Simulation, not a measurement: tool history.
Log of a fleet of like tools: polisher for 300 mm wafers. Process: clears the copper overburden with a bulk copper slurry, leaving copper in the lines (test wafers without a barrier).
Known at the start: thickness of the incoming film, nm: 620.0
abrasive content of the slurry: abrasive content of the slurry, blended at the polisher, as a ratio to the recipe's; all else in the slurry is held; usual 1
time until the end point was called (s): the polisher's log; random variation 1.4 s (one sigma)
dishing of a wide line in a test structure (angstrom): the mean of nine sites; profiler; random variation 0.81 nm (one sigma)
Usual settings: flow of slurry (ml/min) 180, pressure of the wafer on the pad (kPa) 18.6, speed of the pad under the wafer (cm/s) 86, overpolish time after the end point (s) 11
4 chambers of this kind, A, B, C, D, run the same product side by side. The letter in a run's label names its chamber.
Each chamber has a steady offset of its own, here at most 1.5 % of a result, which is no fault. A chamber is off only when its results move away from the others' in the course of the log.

run,hour,flow of slurry (ml/min),pressure of the wafer on the pad (kPa),speed of the pad under the wafer (cm/s),abrasive content of the slurry,overpolish time after the end point (s),wafers polished on this pad,hours since the slurry nozzle was cleaned,hours since the head pressure was calibrated,hours since the slurry blender was calibrated,time until the end point was called (s),dishing of a wide line in a test structure (angstrom)
# hour 4: chamber C: slurry blender recalibrated
1B,9.2,180,18.6,86,1,11,103,246.9,626.6,27.1,71.172,510.45
2A,14.1,180,18.6,86,1,11,334,194.1,590.6,56.5,73.554,507.62
3C,24,180,18.6,86,1,11,223,156.7,382.2,20.1,72.221,521.56
# hour 28.1: chamber D: worn pad replaced by a new one
4D,31.4,180,18.6,86,1,11,25,474.4,286.8,251.8,71.206,484.66
5D,37.5,180,18.6,86,1,11,73,480.5,292.9,257.9,75.53,517.44
6C,43.8,180,18.6,86,1,11,378,176.5,402,39.9,74.925,517.04
7B,51.7,180,18.6,86,1,11,437,289.4,669.1,69.6,74.624,517.16
# hour 55.7: chamber A: worn pad replaced by a new one
8A,61.4,180,18.6,86,1,11,45,241.4,637.9,103.8,73.945,508.88
# hour 67.7: chamber A: slurry blender recalibrated
9B,68.8,180,18.6,86,1,11,572,306.5,686.2,86.7,74.93,497.72
10A,73.5,180,18.6,86,1,11,140,253.5,650,5.9,73.3,511.74
11D,79.9,180,18.6,86,1,11,407,522.9,335.3,300.3,73.698,512.47
# hour 82.8: chamber B: worn pad replaced by a new one
12C,85,180,18.6,86,1,11,702,217.7,443.2,81.1,74.864,521.11
13C,89.6,180,18.6,86,1,11,738,222.3,447.8,85.7,75.925,518.89
14D,95.7,180,18.6,86,1,11,531,538.7,351.1,316.1,77.389,509.05
15B,103,180,18.6,86,1,11,159,340.7,720.4,120.9,77.281,511.22
16A,113.3,180,18.6,86,1,11,453,293.3,689.8,45.7,75.018,516.96
# hour 114.2: chamber C: worn pad replaced by a new one
17A,120.6,180,18.6,86,1,11,510,300.6,697.1,53,76.792,486.57
# hour 128.7: chamber D: worn pad replaced by a new one
18C,129.1,230,21.4,86,1,11,117,261.8,487.3,125.2,64.184,568.64
# hour 130.7: chamber A: slurry nozzle cleaned
# hour 132: chamber A: head pressure recalibrated
19B,134.9,230,21.4,86,1,11,410,372.6,752.3,152.8,62.426,560.11
# hour 136.1: chamber A: worn pad replaced by a new one
20D,141.7,230,21.4,86,1,11,102,584.7,397.1,362.1,64.692,572.39
# hour 151.2: chamber B: worn pad replaced by a new one
21A,151.3,230,21.4,86,1,11,119,20.7,19.4,83.7,63.033,576.41
22B,157.2,180,18.6,86,1,11,47,394.9,774.6,175.1,72.074,512.91
23C,164.4,180,18.6,86,1,11,394,297.1,522.6,160.5,74.01,502.09
24D,174.4,180,18.6,86,0.75,11,359,617.4,429.8,394.8,79.723,490.62
25C,183.1,180,18.6,86,0.75,11,541,315.8,541.3,179.2,78.119,469.92
# hour 184.7: chamber A: slurry blender recalibrated
26D,192,180,18.6,86,0.75,11,497,635,447.4,412.4,79.297,478.32
# hour 194.8: chamber B: head pressure recalibrated
27A,201.3,180,18.6,86,0.75,11,512,70.7,69.4,16.6,79.253,502.6
# hour 204.7: chamber C: slurry nozzle cleaned
# hour 204.9: chamber B: slurry blender recalibrated
28B,208.1,180,18.6,86,1,11,447,445.8,13.3,3.3,71.939,506.06
# hour 208.5: chamber A: worn pad replaced by a new one
29B,213.8,180,18.6,86,0.8,7,492,451.5,19,9,76.094,354.37
30A,219.5,180,18.6,86,0.8,7,87,88.9,87.6,34.8,75.985,360.42
31D,228.3,180,18.6,86,0.8,7,783,671.3,483.7,448.7,77.845,349.76
32C,237.3,180,18.6,86,0.8,7,967,32.6,595.5,233.4,80.67,352.18
# hour 241.1: chamber D: worn pad replaced by a new one
33C,247.8,180,18.6,86,1,11,1050,43.1,606,243.9,73.818,514.39
34D,255.3,180,18.6,86,1,11,112,698.3,510.7,475.7,73.235,518.86

All 4 chambers run these settings next. Forecast each chamber's results:
35A,262.8,180,18.6,86,1,11,,,,,?,?
35B,262.8,180,18.6,86,1,11,,,,,?,?
35C,262.8,180,18.6,86,1,11,,,,,?,?
35D,262.8,180,18.6,86,1,11,,,,,?,?

run,time until the end point was called (s),dishing of a wide line in a test structure (angstrom)
35A,72.547,519.41
35B,74.212,506.24
35C,75.07,519.85
35D,74.193,516.87

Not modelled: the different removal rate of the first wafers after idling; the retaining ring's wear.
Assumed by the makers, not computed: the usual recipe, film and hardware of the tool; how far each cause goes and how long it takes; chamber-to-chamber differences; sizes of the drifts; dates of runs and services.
